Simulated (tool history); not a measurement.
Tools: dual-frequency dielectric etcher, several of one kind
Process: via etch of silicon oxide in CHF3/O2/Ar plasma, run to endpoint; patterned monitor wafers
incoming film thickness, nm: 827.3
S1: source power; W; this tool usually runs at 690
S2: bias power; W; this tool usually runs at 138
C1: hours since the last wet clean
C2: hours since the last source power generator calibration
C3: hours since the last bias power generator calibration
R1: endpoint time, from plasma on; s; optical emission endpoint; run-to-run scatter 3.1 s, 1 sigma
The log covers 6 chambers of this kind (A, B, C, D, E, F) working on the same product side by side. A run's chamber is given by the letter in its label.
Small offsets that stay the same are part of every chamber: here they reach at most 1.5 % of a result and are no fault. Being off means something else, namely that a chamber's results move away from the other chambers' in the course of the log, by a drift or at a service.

-- hour=1 chamber E: wet clean of the chamber
-- hour=5.2 chamber B: bias power generator calibrated
-- hour=6.4 chamber B: wet clean of the chamber
run 1D hour=8.8 | S1=690 S2=138 | C1=60.6 C2=1111.8 C3=2605.4 | R1=435.25
run 2C hour=16.4 | S1=690 S2=138 | C1=576.2 C2=902.5 C3=3569.6 | R1=433.98
run 3F hour=30.5 | S1=690 S2=138 | C1=277.8 C2=1132.7 C3=1532.8 | R1=428.08
run 4A hour=44.6 | S1=690 S2=138 | C1=365.3 C2=2518.4 C3=3480.4 | R1=431.69
run 5E hour=55 | S1=580 S2=138 | C1=54.1 C2=3800 C3=3379.5 | R1=465.87
run 6B hour=63.7 | S1=580 S2=138 | C1=57.4 C2=2157.4 C3=58.6 | R1=464.54
run 7A hour=76.7 | S1=580 S2=138 | C1=397.4 C2=2550.5 C3=3512.5 | R1=467.28
-- hour=83.1 chamber C: wet clean of the chamber
run 8E hour=89.2 | S1=580 S2=138 | C1=88.3 C2=3834.2 C3=3413.7 | R1=462.87
run 9D hour=102.8 | S1=580 S2=138 | C1=154.6 C2=1205.8 C3=2699.4 | R1=469.9
run 10F hour=117 | S1=580 S2=138 | C1=364.3 C2=1219.2 C3=1619.3 | R1=457.37
-- hour=119.5 chamber A: wet clean of the chamber
run 11C hour=132.3 | S1=690 S2=138 | C1=49.2 C2=1018.4 C3=3685.5 | R1=433.69
run 12B hour=142.5 | S1=690 S2=138 | C1=136.2 C2=2236.2 C3=137.4 | R1=436.15
-- hour=155.5 chamber A: source power generator calibrated
run 13E hour=157.3 | S1=550 S2=114 | C1=156.4 C2=3902.3 C3=3481.8 | R1=503.99
run 14A hour=166.3 | S1=550 S2=114 | C1=46.8 C2=10.8 C3=3602.1 | R1=502.31
run 15F hour=179.3 | S1=550 S2=114 | C1=426.6 C2=1281.5 C3=1681.6 | R1=495.75
run 16D hour=189.6 | S1=550 S2=114 | C1=241.4 C2=1292.6 C3=2786.2 | R1=504.58
run 17B hour=203.7 | S1=550 S2=114 | C1=197.4 C2=2297.4 C3=198.6 | R1=504.09
run 18C hour=217.5 | S1=550 S2=114 | C1=134.4 C2=1103.6 C3=3770.7 | R1=499.29
run 19A hour=225.5 | S1=690 S2=138 | C1=106 C2=70 C3=3661.3 | R1=432.44
-- hour=228.8 chamber F: wet clean of the chamber
run 20E hour=240.9 | S1=690 S2=138 | C1=240 C2=3985.9 C3=3565.4 | R1=431.67
run 21B hour=256 | S1=690 S2=138 | C1=249.7 C2=2349.7 C3=250.9 | R1=432.75
run 22F hour=269.8 | S1=690 S2=138 | C1=41 C2=1372 C3=1772.1 | R1=418.55
run 23D hour=285.1 | S1=690 S2=150 | C1=336.9 C2=1388.1 C3=2881.7 | R1=428.91
-- hour=299.3 chamber D: source power generator calibrated
run 24C hour=300.7 | S1=690 S2=150 | C1=217.6 C2=1186.8 C3=3853.9 | R1=422.39
run 25E hour=311.7 | S1=690 S2=150 | C1=310.8 C2=4056.7 C3=3636.2 | R1=427
run 26C hour=321.3 | S1=690 S2=150 | C1=238.2 C2=1207.4 C3=3874.5 | R1=417.79
run 27A hour=332.7 | S1=690 S2=150 | C1=213.2 C2=177.2 C3=3768.5 | R1=419.28
run 28F hour=340.7 | S1=690 S2=150 | C1=111.9 C2=1442.9 C3=1843 | R1=404.81
run 29B hour=356.3 | S1=690 S2=113 | C1=350 C2=2450 C3=351.2 | R1=461.96
run 30D hour=368.5 | S1=690 S2=113 | C1=420.3 C2=69.2 C3=2965.1 | R1=464.04
run 31C hour=381.3 | S1=690 S2=113 | C1=298.2 C2=1267.4 C3=3934.5 | R1=460.97
run 32F hour=391.9 | S1=690 S2=113 | C1=163.1 C2=1494.1 C3=1894.2 | R1=444.39
run 33E hour=407.3 | S1=690 S2=113 | C1=406.4 C2=4152.3 C3=3731.8 | R1=462.4
-- hour=411.8 chamber B: wet clean of the chamber
run 34B hour=421.8 | S1=690 S2=113 | C1=10 C2=2515.5 C3=416.7 | R1=462.92
run 35A hour=430 | S1=750 S2=138 | C1=310.5 C2=274.5 C3=3865.8 | R1=423.65
run 36D hour=438.1 | S1=750 S2=138 | C1=489.9 C2=138.8 C3=3034.7 | R1=425.04
run 37B hour=445.5 | S1=750 S2=138 | C1=33.7 C2=2539.2 C3=440.4 | R1=421.98

Each of the 6 chambers runs these same settings next. Fill in every chamber's results:
run 38A hour=456.9 | S1=690 S2=138 | R1=?
run 38B hour=456.9 | S1=690 S2=138 | R1=?
run 38C hour=456.9 | S1=690 S2=138 | R1=?
run 38D hour=456.9 | S1=690 S2=138 | R1=?
run 38E hour=456.9 | S1=690 S2=138 | R1=?
run 38F hour=456.9 | S1=690 S2=138 | R1=?

run=38A R1=430.66
run=38B R1=434.22
run=38C R1=435.57
run=38D R1=436.51
run=38E R1=430.59
run=38F R1=409.7

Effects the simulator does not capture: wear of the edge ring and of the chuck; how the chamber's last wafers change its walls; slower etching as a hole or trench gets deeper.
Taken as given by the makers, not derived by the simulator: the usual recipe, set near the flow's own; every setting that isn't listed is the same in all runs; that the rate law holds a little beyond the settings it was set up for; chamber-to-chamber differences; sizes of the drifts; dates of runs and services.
